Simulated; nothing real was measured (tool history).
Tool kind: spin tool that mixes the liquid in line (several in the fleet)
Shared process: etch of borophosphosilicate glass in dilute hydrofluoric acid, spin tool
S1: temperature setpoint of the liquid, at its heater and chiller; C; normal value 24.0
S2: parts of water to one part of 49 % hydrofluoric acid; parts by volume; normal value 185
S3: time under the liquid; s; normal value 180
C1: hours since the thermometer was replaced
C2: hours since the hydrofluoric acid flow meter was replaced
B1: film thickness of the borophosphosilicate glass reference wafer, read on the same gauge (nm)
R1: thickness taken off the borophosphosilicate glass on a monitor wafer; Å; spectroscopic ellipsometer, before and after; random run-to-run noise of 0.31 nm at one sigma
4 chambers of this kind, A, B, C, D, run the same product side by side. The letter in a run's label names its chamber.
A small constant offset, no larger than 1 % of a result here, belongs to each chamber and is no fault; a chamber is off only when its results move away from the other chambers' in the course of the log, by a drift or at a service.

run 1C day=0.142 | S1=24.0 S2=185 S3=180 | C1=2036.2 C2=1729.3 | B1=60.009 | R1=340.94
run 2B day=0.304 | S1=24.0 S2=185 S3=180 | C1=488.2 C2=1823.9 | B1=59.996 | R1=342.75
run 3A day=0.396 | S1=24.0 S2=185 S3=180 | C1=1912.8 C2=649.1 | B1=60.009 | R1=343.43
run 4D day=0.579 | S1=24.0 S2=185 S3=180 | C1=1789.3 C2=224.4 | B1=59.986 | R1=340.44
run 5B day=0.683 | S1=24.0 S2=185 S3=180 | C1=497.3 C2=1833.0 | B1=60.027 | R1=339.82
run 6D day=0.817 | S1=24.0 S2=185 S3=180 | C1=1795.0 C2=230.1 | B1=60.018 | R1=332.23
run 7A day=0.933 | S1=24.0 S2=185 S3=180 | C1=1925.7 C2=662.0 | B1=60.017 | R1=335.67
run 8C day=1.100 | S1=24.0 S2=185 S3=180 | C1=2059.2 C2=1752.3 | B1=59.990 | R1=338.63
run 9C day=1.283 | S1=24.0 S2=185 S3=180 | C1=2063.6 C2=1756.7 | B1=59.992 | R1=341.04
run 10B day=1.388 | S1=24.0 S2=185 S3=180 | C1=514.2 C2=1849.9 | B1=59.985 | R1=333.67
run 11A day=1.508 | S1=24.0 S2=185 S3=180 | C1=1939.5 C2=675.8 | B1=60.029 | R1=335.15
run 12D day=1.688 | S1=24.0 S2=185 S3=180 | C1=1815.9 C2=251.0 | B1=60.046 | R1=338.49
run 13A day=1.862 | S1=24.0 S2=185 S3=180 | C1=1948.0 C2=684.3 | B1=60.007 | R1=335.45
run 14B day=2.021 | S1=24.0 S2=185 S3=180 | C1=529.4 C2=1865.1 | B1=60.008 | R1=339.29
run 15C day=2.142 | S1=24.0 S2=185 S3=180 | C1=2084.2 C2=1777.3 | B1=60.013 | R1=339.76
run 16D day=2.292 | S1=24.0 S2=185 S3=180 | C1=1830.4 C2=265.5 | B1=60.019 | R1=334.79
run 17D day=2.412 | S1=24.0 S2=185 S3=180 | C1=1833.3 C2=268.4 | B1=60.011 | R1=334.41
run 18B day=2.533 | S1=27.5 S2=185 S3=225 | C1=541.7 C2=1877.4 | B1=59.997 | R1=480.96
run 19A day=2.671 | S1=27.5 S2=185 S3=225 | C1=1967.4 C2=703.7 | B1=60.003 | R1=480.14
run 20C day=2.758 | S1=27.5 S2=185 S3=225 | C1=2099.0 C2=1792.1 | B1=59.984 | R1=482.76
run 21C day=2.904 | S1=27.5 S2=185 S3=225 | C1=2102.5 C2=1795.6 | B1=60.011 | R1=485.02
run 22B day=2.983 | S1=20.5 S2=265 S3=180 | C1=552.5 C2=1888.2 | B1=59.992 | R1=191.55
run 23A day=3.125 | S1=20.5 S2=265 S3=180 | C1=1978.3 C2=714.6 | B1=60.023 | R1=192.49
run 24D day=3.254 | S1=20.5 S2=265 S3=180 | C1=1853.5 C2=288.6 | B1=59.996 | R1=190.41
run 25A day=3.379 | S1=20.5 S2=265 S3=180 | C1=1984.4 C2=720.7 | B1=59.983 | R1=191.86
run 26C day=3.521 | S1=24.0 S2=185 S3=180 | C1=2117.3 C2=1810.4 | B1=60.023 | R1=337.14
run 27D day=3.671 | S1=24.0 S2=185 S3=180 | C1=1863.5 C2=298.6 | B1=60.023 | R1=336.22

Next, all 4 chambers run the settings below, one line each with question marks for the results. What does each chamber give?
run 28A day=3.800 | S1=22.0 S2=185 S3=180 | R1=?
run 28B day=3.800 | S1=22.0 S2=185 S3=180 | R1=?
run 28C day=3.800 | S1=22.0 S2=185 S3=180 | R1=?
run 28D day=3.800 | S1=22.0 S2=185 S3=180 | R1=?

run=28A R1=319.15
run=28B R1=312.59
run=28C R1=312.07
run=28D R1=309.22

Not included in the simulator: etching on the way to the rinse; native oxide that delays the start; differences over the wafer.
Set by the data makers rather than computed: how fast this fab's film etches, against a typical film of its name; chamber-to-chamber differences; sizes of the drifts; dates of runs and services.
